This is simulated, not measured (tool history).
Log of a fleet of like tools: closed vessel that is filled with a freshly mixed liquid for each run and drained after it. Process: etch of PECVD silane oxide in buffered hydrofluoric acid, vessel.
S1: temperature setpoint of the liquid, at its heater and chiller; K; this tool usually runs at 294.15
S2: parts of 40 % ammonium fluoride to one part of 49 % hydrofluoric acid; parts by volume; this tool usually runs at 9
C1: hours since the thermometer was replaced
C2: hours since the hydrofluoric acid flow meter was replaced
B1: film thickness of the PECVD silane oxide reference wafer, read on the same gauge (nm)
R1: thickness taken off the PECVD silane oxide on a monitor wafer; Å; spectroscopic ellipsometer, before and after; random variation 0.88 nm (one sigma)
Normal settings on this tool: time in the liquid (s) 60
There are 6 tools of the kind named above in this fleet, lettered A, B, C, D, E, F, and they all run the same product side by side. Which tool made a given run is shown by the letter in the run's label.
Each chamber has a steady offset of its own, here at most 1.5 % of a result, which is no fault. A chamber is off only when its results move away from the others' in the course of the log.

{"run": "1D", "hour": 10.9, "S1": 294.15, "S2": 9, "time in the liquid (s)": 60, "C1": 676.7, "C2": 1345.6, "B1": 139.99, "R1": 1008.7}
{"run": "2A", "hour": 22.4, "S1": 294.15, "S2": 9, "time in the liquid (s)": 60, "C1": 2097.4, "C2": 70.6, "B1": 140.05, "R1": 990.94}
{"run": "3E", "hour": 34.7, "S1": 294.15, "S2": 9, "time in the liquid (s)": 60, "C1": 129.7, "C2": 256.2, "B1": 139.97, "R1": 1006.5}
{"run": "4C", "hour": 47.1, "S1": 294.15, "S2": 9, "time in the liquid (s)": 60, "C1": 1657.3, "C2": 501.8, "B1": 140.05, "R1": 1020.9}
{"run": "5F", "hour": 54.8, "S1": 294.15, "S2": 9, "time in the liquid (s)": 60, "C1": 811.7, "C2": 1274.6, "B1": 139.97, "R1": 1007}
{"run": "6B", "hour": 66.0, "S1": 294.15, "S2": 9, "time in the liquid (s)": 60, "C1": 684.4, "C2": 433.6, "B1": 140.03, "R1": 1031.3}
{"run": "7B", "hour": 79.0, "S1": 297.65, "S2": 9, "time in the liquid (s)": 35, "C1": 697.4, "C2": 446.6, "B1": 140.03, "R1": 716.12}
{"run": "8D", "hour": 90.1, "S1": 297.65, "S2": 9, "time in the liquid (s)": 35, "C1": 755.9, "C2": 1424.8, "B1": 139.99, "R1": 721.28}
{"run": "9E", "hour": 98.6, "S1": 297.65, "S2": 9, "time in the liquid (s)": 35, "C1": 193.6, "C2": 320.1, "B1": 140, "R1": 715.28}
{"run": "10C", "hour": 109.8, "S1": 297.65, "S2": 9, "time in the liquid (s)": 35, "C1": 1720, "C2": 564.5, "B1": 140.01, "R1": 714.77}
{"run": "11F", "hour": 124.1, "S1": 297.65, "S2": 9, "time in the liquid (s)": 35, "C1": 881, "C2": 1343.9, "B1": 139.99, "R1": 702.7}
{"run": "12A", "hour": 139.1, "S1": 297.65, "S2": 9, "time in the liquid (s)": 35, "C1": 2214.1, "C2": 187.3, "B1": 140.01, "R1": 704.23}
{"run": "13C", "hour": 148.1, "S1": 294.15, "S2": 9, "time in the liquid (s)": 60, "C1": 1758.3, "C2": 602.8, "B1": 139.99, "R1": 1001.6}
{"run": "14B", "hour": 156.7, "S1": 294.15, "S2": 9, "time in the liquid (s)": 60, "C1": 775.1, "C2": 524.3, "B1": 139.98, "R1": 1019.7}
{"run": "15D", "hour": 164.6, "S1": 294.15, "S2": 9, "time in the liquid (s)": 60, "C1": 830.4, "C2": 1499.3, "B1": 140, "R1": 1015.1}
{"run": "16E", "hour": 177.0, "S1": 294.15, "S2": 12, "time in the liquid (s)": 30, "C1": 272, "C2": 398.5, "B1": 140.04, "R1": 397.16}
{"run": "17F", "hour": 186.9, "S1": 294.15, "S2": 12, "time in the liquid (s)": 30, "C1": 943.8, "C2": 1406.7, "B1": 139.97, "R1": 386.87}
{"run": "18A", "hour": 197.1, "S1": 294.15, "S2": 12, "time in the liquid (s)": 30, "C1": 2272.1, "C2": 245.3, "B1": 140.02, "R1": 385.29}
{"run": "19B", "hour": 204.6, "S1": 294.15, "S2": 12, "time in the liquid (s)": 30, "C1": 823, "C2": 572.2, "B1": 140, "R1": 389.89}
{"run": "20D", "hour": 215.5, "S1": 294.15, "S2": 12, "time in the liquid (s)": 30, "C1": 881.3, "C2": 1550.2, "B1": 140, "R1": 393.88}
{"hour": 228.6, "done": "chamber D: hydrofluoric acid flow meter replaced"}
{"run": "21C", "hour": 230.5, "S1": 294.15, "S2": 12, "time in the liquid (s)": 30, "C1": 1840.7, "C2": 685.2, "B1": 140.01, "R1": 391.12}
{"run": "22A", "hour": 239.7, "S1": 294.15, "S2": 6, "time in the liquid (s)": 90, "C1": 2314.7, "C2": 287.9, "B1": 139.99, "R1": 2285.5}
{"run": "23F", "hour": 254.8, "S1": 294.15, "S2": 6, "time in the liquid (s)": 90, "C1": 1011.7, "C2": 1474.6, "B1": 140.02, "R1": 2230.9}
{"run": "24E", "hour": 264.7, "S1": 294.15, "S2": 6, "time in the liquid (s)": 90, "C1": 359.7, "C2": 486.2, "B1": 140.03, "R1": 2272.6}
{"hour": 273.3, "done": "chamber B: thermometer replaced"}
{"run": "25A", "hour": 276.5, "S1": 294.15, "S2": 6, "time in the liquid (s)": 90, "C1": 2351.5, "C2": 324.7, "B1": 140.01, "R1": 2250.7}
{"hour": 282.5, "done": "chamber A: thermometer replaced"}
{"run": "26B", "hour": 285.9, "S1": 294.15, "S2": 6, "time in the liquid (s)": 90, "C1": 12.6, "C2": 653.5, "B1": 139.99, "R1": 2275.9}
{"run": "27C", "hour": 297.9, "S1": 294.15, "S2": 6, "time in the liquid (s)": 90, "C1": 1908.1, "C2": 752.6, "B1": 139.99, "R1": 2247.1}
{"run": "28D", "hour": 305.4, "S1": 294.15, "S2": 9, "time in the liquid (s)": 60, "C1": 971.2, "C2": 76.8, "B1": 140.01, "R1": 1008.4}
{"run": "29E", "hour": 316.1, "S1": 294.15, "S2": 9, "time in the liquid (s)": 60, "C1": 411.1, "C2": 537.6, "B1": 140.01, "R1": 1010.8}
{"run": "30F", "hour": 328.0, "S1": 294.15, "S2": 9, "time in the liquid (s)": 60, "C1": 1084.9, "C2": 1547.8, "B1": 140.02, "R1": 987.45}
{"run": "31B", "hour": 335.6, "S1": 295.65, "S2": 10.5, "time in the liquid (s)": 60, "C1": 62.3, "C2": 703.2, "B1": 139.99, "R1": 960.99}
{"run": "32D", "hour": 343.9, "S1": 295.65, "S2": 10.5, "time in the liquid (s)": 60, "C1": 1009.7, "C2": 115.3, "B1": 140.02, "R1": 982.53}
{"run": "33F", "hour": 357.9, "S1": 295.65, "S2": 10.5, "time in the liquid (s)": 60, "C1": 1114.8, "C2": 1577.7, "B1": 139.99, "R1": 955.12}
{"hour": 365.1, "done": "chamber E: hydrofluoric acid flow meter replaced"}
{"run": "34E", "hour": 373.4, "S1": 295.65, "S2": 10.5, "time in the liquid (s)": 60, "C1": 468.4, "C2": 8.3, "B1": 140, "R1": 990.36}
{"run": "35C", "hour": 385.5, "S1": 295.65, "S2": 10.5, "time in the liquid (s)": 60, "C1": 1995.7, "C2": 840.2, "B1": 139.97, "R1": 979.36}
{"run": "36A", "hour": 395.0, "S1": 295.65, "S2": 10.5, "time in the liquid (s)": 60, "C1": 112.6, "C2": 443.2, "B1": 139.97, "R1": 978.41}
{"run": "37A", "hour": 407.5, "S1": 294.15, "S2": 9, "time in the liquid (s)": 60, "C1": 125.1, "C2": 455.7, "B1": 140, "R1": 995.46}

Decide between three cases: one chamber stands off from its peers, the gauge reading all wafers drifts, or nothing is wrong past each chamber's small offset. Where a chamber is off, say which and what most likely put it there.

Neither any chamber nor the gauge drifts; the chambers differ only by their own small, steady offsets.
